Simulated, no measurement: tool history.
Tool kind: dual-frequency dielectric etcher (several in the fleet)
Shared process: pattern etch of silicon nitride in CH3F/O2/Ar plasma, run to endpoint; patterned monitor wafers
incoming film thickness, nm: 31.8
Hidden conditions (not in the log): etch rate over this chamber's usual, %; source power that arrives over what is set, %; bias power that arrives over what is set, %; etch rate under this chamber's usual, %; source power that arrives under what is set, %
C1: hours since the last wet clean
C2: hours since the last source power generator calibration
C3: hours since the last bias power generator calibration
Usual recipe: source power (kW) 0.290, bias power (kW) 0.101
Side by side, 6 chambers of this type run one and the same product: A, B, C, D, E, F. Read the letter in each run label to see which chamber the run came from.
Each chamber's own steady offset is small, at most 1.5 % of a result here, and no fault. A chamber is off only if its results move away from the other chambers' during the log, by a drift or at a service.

Run 1D, hour 8.3: usual settings; C1 219.9; C2 1026.2; C3 4329.5. Result: endpoint time (s) 45.773.
Run 2C, hour 22.6: usual settings; C1 204.7; C2 345.6; C3 4166.1. Result: endpoint time (s) 45.782.
Run 3A, hour 31.8: usual settings; C1 416.9; C2 639.7; C3 1607.8. Result: endpoint time (s) 46.669.
Run 4E, hour 40.1: usual settings; C1 236.5; C2 1383.0; C3 1103.4. Result: endpoint time (s) 45.148.
Run 5F, hour 53.2: usual settings; C1 216.5; C2 203.1; C3 982.9. Result: endpoint time (s) 46.141.
Run 6B, hour 63.7: usual settings but source power (kW) 0.320; C1 452.7; C2 1216.7; C3 2890.5. Result: endpoint time (s) 44.260.
Run 7C, hour 70.8: usual settings but source power (kW) 0.320; C1 252.9; C2 393.8; C3 4214.3. Result: endpoint time (s) 44.248.
Run 8A, hour 80.4: usual settings but source power (kW) 0.320; C1 465.5; C2 688.3; C3 1656.4. Result: endpoint time (s) 44.597.
Run 9D, hour 93.8: usual settings but source power (kW) 0.320; C1 305.4; C2 1111.7; C3 4415.0. Result: endpoint time (s) 44.094.
Run 10E, hour 105.0: usual settings but source power (kW) 0.320; C1 301.4; C2 1447.9; C3 1168.3. Result: endpoint time (s) 43.316.
Run 11B, hour 116.9: usual settings but source power (kW) 0.320; C1 505.9; C2 1269.9; C3 2943.7. Result: endpoint time (s) 44.266.
Run 12F, hour 125.6: usual settings; C1 288.9; C2 275.5; C3 1055.3. Result: endpoint time (s) 45.891.
Run 13B, hour 139.5: usual settings; C1 528.5; C2 1292.5; C3 2966.3. Result: endpoint time (s) 46.406.
Run 14A, hour 150.5: usual settings but source power (kW) 0.360; C1 535.6; C2 758.4; C3 1726.5. Result: endpoint time (s) 43.008.
At hour 156.4: chamber B: wet clean of the chamber.
Run 15C, hour 158.7: usual settings but source power (kW) 0.360; C1 340.8; C2 481.7; C3 4302.2. Result: endpoint time (s) 42.327.
Run 16F, hour 169.0: usual settings but source power (kW) 0.360; C1 332.3; C2 318.9; C3 1098.7. Result: endpoint time (s) 42.751.
At hour 173.0: chamber E: wet clean of the chamber.
Run 17E, hour 177.5: usual settings but source power (kW) 0.360; C1 4.6; C2 1520.4; C3 1240.8. Result: endpoint time (s) 41.678.
Run 18D, hour 189.8: usual settings but source power (kW) 0.360; C1 401.4; C2 1207.7; C3 4511.0. Result: endpoint time (s) 41.795.
Run 19C, hour 197.5: usual settings but source power (kW) 0.360; C1 379.6; C2 520.5; C3 4341.0. Result: endpoint time (s) 42.197.
Run 20D, hour 209.4: usual settings; C1 421.0; C2 1227.3; C3 4530.6. Result: endpoint time (s) 45.625.
Run 21F, hour 216.7: usual settings; C1 380.0; C2 366.6; C3 1146.4. Result: endpoint time (s) 46.100.
Run 22B, hour 227.0: usual settings; C1 70.6; C2 1380.0; C3 3053.8. Result: endpoint time (s) 47.706.
Run 23A, hour 234.4: usual settings; C1 619.5; C2 842.3; C3 1810.4. Result: endpoint time (s) 46.491.
At hour 235.3: chamber D: wet clean of the chamber.
Run 24E, hour 241.9: usual settings; C1 69.0; C2 1584.8; C3 1305.2. Result: endpoint time (s) 45.318.
Run 25B, hour 251.4: usual settings; C1 95.0; C2 1404.4; C3 3078.2. Result: endpoint time (s) 47.371.
Run 26E, hour 260.7: usual settings; C1 87.8; C2 1603.6; C3 1324.0. Result: endpoint time (s) 45.230.
Run 27C, hour 271.5: usual settings; C1 453.6; C2 594.5; C3 4415.0. Result: endpoint time (s) 45.555.
At hour 274.1: chamber A: wet clean of the chamber.
Run 28F, hour 284.2: usual settings but source power (kW) 0.340; C1 447.5; C2 434.1; C3 1213.9. Result: endpoint time (s) 43.270.
At hour 286.5: chamber F: wet clean of the chamber.
Run 29D, hour 296.9: usual settings but source power (kW) 0.340; C1 61.7; C2 1314.8; C3 4618.1. Result: endpoint time (s) 42.880.
Run 30A, hour 304.8: usual settings but source power (kW) 0.340; C1 30.7; C2 912.7; C3 1880.8. Result: endpoint time (s) 43.947.
Run 31F, hour 317.8: usual settings but source power (kW) 0.340; C1 31.4; C2 467.7; C3 1247.5. Result: endpoint time (s) 43.699.
Run 32A, hour 327.6: usual settings but source power (kW) 0.340; C1 53.5; C2 935.5; C3 1903.6. Result: endpoint time (s) 43.515.
Run 33B, hour 336.7: usual settings but source power (kW) 0.340; C1 180.3; C2 1489.7; C3 3163.5. Result: endpoint time (s) 44.969.
Run 34D, hour 344.4: usual settings; C1 109.2; C2 1362.3; C3 4665.6. Result: endpoint time (s) 45.717.
Run 35E, hour 351.9: usual settings but bias power (kW) 0.119; C1 179.0; C2 1694.8; C3 1415.2. Result: endpoint time (s) 42.584.
Run 36C, hour 361.5: usual settings but bias power (kW) 0.119; C1 543.6; C2 684.5; C3 4505.0. Result: endpoint time (s) 42.448.
Run 37C, hour 375.5: usual settings but bias power (kW) 0.119; C1 557.6; C2 698.5; C3 4519.0. Result: endpoint time (s) 42.674.
Run 38F, hour 383.7: usual settings but bias power (kW) 0.119; C1 97.3; C2 533.6; C3 1313.4. Result: endpoint time (s) 43.383.
Run 39E, hour 395.8: usual settings but bias power (kW) 0.119; C1 222.9; C2 1738.7; C3 1459.1. Result: endpoint time (s) 42.708.
Run 40B, hour 402.8: usual settings but bias power (kW) 0.119; C1 246.4; C2 1555.8; C3 3229.6. Result: endpoint time (s) 44.822.

Is one chamber off against the others, does the gauge drift, or is nothing wrong? If a chamber is off, say which, and what the likeliest cause is.

The work done on chamber B during a service left it standing apart from the others.
Most likely cause: etch rate under this chamber's usual, % = 3.35.

Below are 4 candidate recipes for chamber B's next run, each the usual settings with a change, their results shown as question marks. Which of them brings B's results back in line with what the other chambers give on the usual settings?
To be in line, a result may differ from the other chambers' mean on the usual settings by at most: endpoint time (s) 0.780
Run 41B-1, hour 413.0: usual settings but bias power (kW) 0.099. Result: endpoint time (s) ?.
Run 41B-2, hour 413.0: usual settings but source power (kW) 0.280, bias power (kW) 0.096. Result: endpoint time (s) ?.
Run 41B-3, hour 413.0: usual settings but bias power (kW) 0.102. Result: endpoint time (s) ?.
Run 41B-4, hour 413.0: usual settings but bias power (kW) 0.111. Result: endpoint time (s) ?.

The mean the other chambers reach with the usual settings: endpoint time (s) 45.788
  run  endpoint time (s)
41B-1             47.952
41B-2             49.146
41B-3             47.421
41B-4             45.936
The answer is 41B-4, which returns the chamber to within the allowed miss of the others.
